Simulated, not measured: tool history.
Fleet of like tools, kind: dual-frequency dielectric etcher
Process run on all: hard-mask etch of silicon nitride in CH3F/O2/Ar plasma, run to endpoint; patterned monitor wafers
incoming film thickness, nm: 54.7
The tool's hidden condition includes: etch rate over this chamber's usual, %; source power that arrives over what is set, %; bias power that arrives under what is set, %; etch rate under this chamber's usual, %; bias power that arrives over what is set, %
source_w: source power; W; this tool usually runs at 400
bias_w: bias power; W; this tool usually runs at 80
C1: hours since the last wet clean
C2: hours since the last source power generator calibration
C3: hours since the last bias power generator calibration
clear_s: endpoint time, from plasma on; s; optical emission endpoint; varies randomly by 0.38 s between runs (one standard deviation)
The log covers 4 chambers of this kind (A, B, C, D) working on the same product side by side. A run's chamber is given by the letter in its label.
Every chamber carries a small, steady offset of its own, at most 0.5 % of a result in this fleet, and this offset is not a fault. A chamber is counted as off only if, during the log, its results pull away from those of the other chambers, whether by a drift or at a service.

run 1B hour=12.7 | source_w=400 bias_w=80 | C1=310.3 C2=218.5 C3=3182.7 | clear_s=75.981
run 2D hour=19.4 | source_w=400 bias_w=80 | C1=214.4 C2=2487.0 C3=1456.7 | clear_s=77.127
run 3A hour=26.8 | source_w=400 bias_w=80 | C1=374.6 C2=986.3 C3=3411.6 | clear_s=75.846
run 4C hour=32.9 | source_w=400 bias_w=80 | C1=141.5 C2=1381.4 C3=2304.6 | clear_s=76.115
run 5A hour=43.1 | source_w=400 bias_w=80 | C1=390.9 C2=1002.6 C3=3427.9 | clear_s=76.239
run 6D hour=50.5 | source_w=400 bias_w=80 | C1=245.5 C2=2518.1 C3=1487.8 | clear_s=76.479
run 7C hour=61.2 | source_w=400 bias_w=80 | C1=169.8 C2=1409.7 C3=2332.9 | clear_s=75.729
run 8B hour=70.3 | source_w=400 bias_w=80 | C1=367.9 C2=276.1 C3=3240.3 | clear_s=76.856
run 9A hour=80.7 | source_w=400 bias_w=80 | C1=428.5 C2=1040.2 C3=3465.5 | clear_s=75.964
run 10C hour=90.3 | source_w=400 bias_w=95 | C1=198.9 C2=1438.8 C3=2362.0 | clear_s=70.933
run 11D hour=96.5 | source_w=400 bias_w=95 | C1=291.5 C2=2564.1 C3=1533.8 | clear_s=71.391
run 12B hour=109.6 | source_w=400 bias_w=95 | C1=407.2 C2=315.4 C3=3279.6 | clear_s=72.057
run 13B hour=122.5 | source_w=400 bias_w=95 | C1=420.1 C2=328.3 C3=3292.5 | clear_s=72.451
run 14D hour=132.6 | source_w=400 bias_w=80 | C1=327.6 C2=2600.2 C3=1569.9 | clear_s=75.913
run 15C hour=138.6 | source_w=400 bias_w=80 | C1=247.2 C2=1487.1 C3=2410.3 | clear_s=75.555
-- hour=145.1 chamber A: wet clean of the chamber
run 16A hour=151.1 | source_w=400 bias_w=80 | C1=6.1 C2=1110.6 C3=3535.9 | clear_s=72.425
run 17D hour=160.4 | source_w=400 bias_w=80 | C1=355.4 C2=2628.0 C3=1597.7 | clear_s=75.721
run 18B hour=172.1 | source_w=400 bias_w=80 | C1=469.7 C2=377.9 C3=3342.1 | clear_s=77.065
run 19A hour=184.2 | source_w=400 bias_w=80 | C1=39.2 C2=1143.7 C3=3569.0 | clear_s=72.785
run 20C hour=197.3 | source_w=400 bias_w=80 | C1=305.9 C2=1545.8 C3=2469.0 | clear_s=75.584
run 21D hour=211.0 | source_w=400 bias_w=80 | C1=406.0 C2=2678.6 C3=1648.3 | clear_s=75.607
run 22B hour=218.5 | source_w=400 bias_w=80 | C1=516.1 C2=424.3 C3=3388.5 | clear_s=77.176
run 23C hour=226.6 | source_w=400 bias_w=80 | C1=335.2 C2=1575.1 C3=2498.3 | clear_s=76.287
run 24A hour=240.3 | source_w=400 bias_w=80 | C1=95.3 C2=1199.8 C3=3625.1 | clear_s=71.789
run 25D hour=251.3 | source_w=400 bias_w=80 | C1=446.3 C2=2718.9 C3=1688.6 | clear_s=76.696
run 26B hour=258.4 | source_w=400 bias_w=80 | C1=556.0 C2=464.2 C3=3428.4 | clear_s=76.614
run 27C hour=268.4 | source_w=400 bias_w=80 | C1=377.0 C2=1616.9 C3=2540.1 | clear_s=75.685
run 28A hour=279.9 | source_w=400 bias_w=80 | C1=134.9 C2=1239.4 C3=3664.7 | clear_s=72.125
-- hour=285.4 chamber D: wet clean of the chamber
run 29D hour=287.0 | source_w=400 bias_w=80 | C1=1.7 C2=2754.6 C3=1724.3 | clear_s=75.964
-- hour=290.1 chamber B: wet clean of the chamber
run 30C hour=299.7 | source_w=430 bias_w=95 | C1=408.3 C2=1648.2 C3=2571.4 | clear_s=69.304
run 31B hour=308.4 | source_w=430 bias_w=95 | C1=18.3 C2=514.2 C3=3478.4 | clear_s=69.413
run 32A hour=315.6 | source_w=430 bias_w=95 | C1=170.6 C2=1275.1 C3=3700.4 | clear_s=66.650
run 33D hour=322.6 | source_w=430 bias_w=95 | C1=37.3 C2=2790.2 C3=1759.9 | clear_s=69.939
run 34C hour=330.0 | source_w=400 bias_w=80 | C1=438.6 C2=1678.5 C3=2601.7 | clear_s=75.342
run 35B hour=336.5 | source_w=400 bias_w=80 | C1=46.4 C2=542.3 C3=3506.5 | clear_s=76.538
run 36A hour=344.5 | source_w=400 bias_w=80 | C1=199.5 C2=1304.0 C3=3729.3 | clear_s=72.136
run 37B hour=350.6 | source_w=400 bias_w=80 | C1=60.5 C2=556.4 C3=3520.6 | clear_s=76.636
run 38D hour=358.4 | source_w=400 bias_w=80 | C1=73.1 C2=2826.0 C3=1795.7 | clear_s=75.752
run 39C hour=369.3 | source_w=400 bias_w=80 | C1=477.9 C2=1717.8 C3=2641.0 | clear_s=75.736
run 40A hour=379.3 | source_w=400 bias_w=80 | C1=234.3 C2=1338.8 C3=3764.1 | clear_s=72.162
-- hour=388.3 chamber B: bias power generator calibrated
run 41A hour=389.0 | source_w=400 bias_w=80 | C1=244.0 C2=1348.5 C3=3773.8 | clear_s=72.807
run 42D hour=394.9 | source_w=400 bias_w=80 | C1=109.6 C2=2862.5 C3=1832.2 | clear_s=76.026
run 43B hour=403.6 | source_w=400 bias_w=80 | C1=113.5 C2=609.4 C3=15.4 | clear_s=76.471

Predict what each chamber gives when all 4 of them run the settings below next.
run 44A hour=413.6 | source_w=400 bias_w=80 | clear_s=?
run 44B hour=413.6 | source_w=400 bias_w=80 | clear_s=?
run 44C hour=413.6 | source_w=400 bias_w=80 | clear_s=?
run 44D hour=413.6 | source_w=400 bias_w=80 | clear_s=?

run=44A clear_s=72.816
run=44B clear_s=76.674
run=44C clear_s=76.001
run=44D clear_s=76.384
